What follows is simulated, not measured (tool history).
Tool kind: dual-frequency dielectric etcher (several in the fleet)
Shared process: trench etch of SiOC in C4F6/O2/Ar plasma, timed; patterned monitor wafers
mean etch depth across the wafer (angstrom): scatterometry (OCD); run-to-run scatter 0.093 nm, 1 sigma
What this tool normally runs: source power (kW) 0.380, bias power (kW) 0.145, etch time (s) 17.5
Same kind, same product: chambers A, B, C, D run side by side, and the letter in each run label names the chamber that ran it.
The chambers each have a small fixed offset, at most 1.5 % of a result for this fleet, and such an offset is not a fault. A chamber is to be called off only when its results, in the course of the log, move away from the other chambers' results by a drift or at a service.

| run | hour | source power (kW) | bias power (kW) | etch time (s) | hours since the last wet clean | hours since the last source power generator calibration | hours since the last bias power generator calibration | read-back reference wafer on the same gauge, depth_nm | mean etch depth across the wafer (angstrom) |
|---|---|---|---|---|---|---|---|---|---|
| 1D | 5.4 | 0.380 | 0.145 | 17.5 | 66.2 | 456.0 | 1981.1 | 35.473 | 328.17 |
| 2C | 13.5 | 0.380 | 0.145 | 17.5 | 247.3 | 767.7 | 1821.1 | 35.486 | 335.07 |
| 3B | 22.4 | 0.380 | 0.145 | 17.5 | 57.3 | 812.5 | 1845.6 | 35.493 | 335.54 |
| 4A | 31.1 | 0.380 | 0.145 | 17.5 | 298.0 | 803.0 | 1020.5 | 35.479 | 331.27 |
| 5D | 40.4 | 0.380 | 0.145 | 17.5 | 101.2 | 491.0 | 2016.1 | 35.498 | 327.61 |
| 6B | 46.5 | 0.380 | 0.145 | 17.5 | 81.4 | 836.6 | 1869.7 | 35.511 | 336.06 |
| 7C | 52.5 | 0.380 | 0.145 | 17.5 | 286.3 | 806.7 | 1860.1 | 35.505 | 334.81 |
| 8A | 57.9 | 0.380 | 0.145 | 17.5 | 324.8 | 829.8 | 1047.3 | 35.508 | 332.24 |
| 9D | 68.2 | 0.380 | 0.145 | 17.5 | 129.0 | 518.8 | 2043.9 | 35.488 | 327.70 |
|  | 72.1 | chamber A: wet clean of the chamber |
| 10A | 77.7 | 0.380 | 0.145 | 17.5 | 5.7 | 849.6 | 1067.1 | 35.509 | 333.44 |
| 11B | 87.5 | 0.380 | 0.145 | 17.5 | 122.4 | 877.6 | 1910.7 | 35.500 | 333.53 |
| 12C | 94.6 | 0.380 | 0.168 | 17.5 | 328.4 | 848.8 | 1902.2 | 35.542 | 351.13 |
| 13C | 101.4 | 0.380 | 0.168 | 17.5 | 335.2 | 855.6 | 1909.0 | 35.529 | 350.76 |
| 14A | 109.5 | 0.380 | 0.168 | 17.5 | 37.5 | 881.4 | 1098.9 | 35.491 | 348.36 |
| 15D | 117.3 | 0.380 | 0.168 | 17.5 | 178.1 | 567.9 | 2093.0 | 35.497 | 344.47 |
| 16B | 124.1 | 0.380 | 0.145 | 17.5 | 159.0 | 914.2 | 1947.3 | 35.517 | 335.19 |
| 17A | 129.5 | 0.380 | 0.145 | 17.5 | 57.5 | 901.4 | 1118.9 | 35.506 | 331.78 |
| 18B | 139.1 | 0.380 | 0.145 | 14.5 | 174.0 | 929.2 | 1962.3 | 35.479 | 278.20 |
| 19D | 148.4 | 0.380 | 0.145 | 14.5 | 209.2 | 599.0 | 2124.1 | 35.489 | 271.83 |
| 20C | 156.0 | 0.380 | 0.145 | 14.5 | 389.8 | 910.2 | 1963.6 | 35.512 | 276.64 |
| 21D | 162.3 | 0.380 | 0.145 | 14.5 | 223.1 | 612.9 | 2138.0 | 35.491 | 271.85 |
| 22C | 171.4 | 0.380 | 0.145 | 17.5 | 405.2 | 925.6 | 1979.0 | 35.508 | 334.85 |
| 23A | 181.4 | 0.380 | 0.145 | 17.5 | 109.4 | 953.3 | 1170.8 | 35.525 | 333.52 |
| 24B | 191.4 | 0.380 | 0.145 | 17.5 | 226.3 | 981.5 | 2014.6 | 35.493 | 335.38 |
| 25A | 196.2 | 0.380 | 0.145 | 17.5 | 124.2 | 968.1 | 1185.6 | 35.489 | 332.17 |
| 26D | 204.2 | 0.380 | 0.145 | 17.5 | 265.0 | 654.8 | 2179.9 | 35.497 | 326.06 |
| 27C | 210.5 | 0.380 | 0.145 | 17.5 | 444.3 | 964.7 | 2018.1 | 35.504 | 334.95 |
| 28B | 217.0 | 0.380 | 0.145 | 17.5 | 251.9 | 1007.1 | 2040.2 | 35.472 | 334.25 |
| 29A | 223.3 | 0.380 | 0.145 | 17.5 | 151.3 | 995.2 | 1212.7 | 35.504 | 331.41 |
| 30B | 231.0 | 0.380 | 0.145 | 17.5 | 265.9 | 1021.1 | 2054.2 | 35.472 | 333.77 |
|  | 235.0 | chamber C: wet clean of the chamber |
| 31D | 239.6 | 0.380 | 0.120 | 13.5 | 300.4 | 690.2 | 2215.3 | 35.478 | 236.75 |
| 32C | 248.8 | 0.380 | 0.120 | 13.5 | 13.8 | 1003.0 | 2056.4 | 35.492 | 244.20 |
| 33D | 253.9 | 0.380 | 0.120 | 13.5 | 314.7 | 704.5 | 2229.6 | 35.498 | 236.93 |
| 34A | 261.8 | 0.380 | 0.120 | 13.5 | 189.8 | 1033.7 | 1251.2 | 35.507 | 241.84 |
|  | 265.2 | chamber D: bias power generator calibrated |
| 35C | 268.1 | 0.380 | 0.145 | 17.5 | 33.1 | 1022.3 | 2075.7 | 35.489 | 336.11 |
| 36B | 274.2 | 0.380 | 0.145 | 17.5 | 309.1 | 1064.3 | 2097.4 | 35.490 | 333.58 |
| 37D | 278.7 | 0.380 | 0.145 | 17.5 | 339.5 | 729.3 | 13.6 | 35.501 | 325.52 |
| 38C | 287.1 | 0.380 | 0.145 | 17.5 | 52.1 | 1041.3 | 2094.7 | 35.500 | 334.82 |
| 39A | 295.1 | 0.380 | 0.145 | 17.5 | 223.1 | 1067.0 | 1284.5 | 35.488 | 332.96 |
| 40B | 304.1 | 0.380 | 0.145 | 17.5 | 339.0 | 1094.2 | 2127.3 | 35.509 | 334.29 |
| 41C | 310.5 | 0.380 | 0.145 | 17.5 | 75.5 | 1064.7 | 2118.1 | 35.502 | 336.05 |
| 42A | 320.6 | 0.470 | 0.145 | 13.0 | 248.6 | 1092.5 | 1310.0 | 35.483 | 268.52 |

Does one chamber stand apart from the rest, does the shared gauge drift, or is all well apart from small per-chamber offsets? Give the chamber and the most likely cause, where there is one.

Chamber D drifts away from the others.
Most likely cause: etch rate under this chamber's usual, % = 1.83.
Not necessarily distinguishable in this log from: source power that arrives under what is set, %.

Which of the 4 candidates below, each the usual settings with something changed and its results left as question marks, puts chamber D back in line with what the other chambers give on the usual settings?
In line means no further than this from the other chambers' mean on the usual settings: mean etch depth across the wafer (angstrom) 3.30
| 43D-1 | 328.0 | 0.410 | 0.145 | 17.5 |  |  |  |  | ? |
| 43D-2 | 328.0 | 0.390 | 0.148 | 17.5 |  |  |  |  | ? |
| 43D-3 | 328.0 | 0.370 | 0.142 | 17.5 |  |  |  |  | ? |
| 43D-4 | 328.0 | 0.380 | 0.129 | 17.5 |  |  |  |  | ? |

What the other chambers average on the usual settings: mean etch depth across the wafer (angstrom) 334.45
| run | mean etch depth across the wafer (angstrom) |
|---|---|
| 43D-1 | 333.45 |
| 43D-2 | 329.07 |
| 43D-3 | 318.33 |
| 43D-4 | 312.45 |
With 43D-1, the chamber falls back in line with the rest.

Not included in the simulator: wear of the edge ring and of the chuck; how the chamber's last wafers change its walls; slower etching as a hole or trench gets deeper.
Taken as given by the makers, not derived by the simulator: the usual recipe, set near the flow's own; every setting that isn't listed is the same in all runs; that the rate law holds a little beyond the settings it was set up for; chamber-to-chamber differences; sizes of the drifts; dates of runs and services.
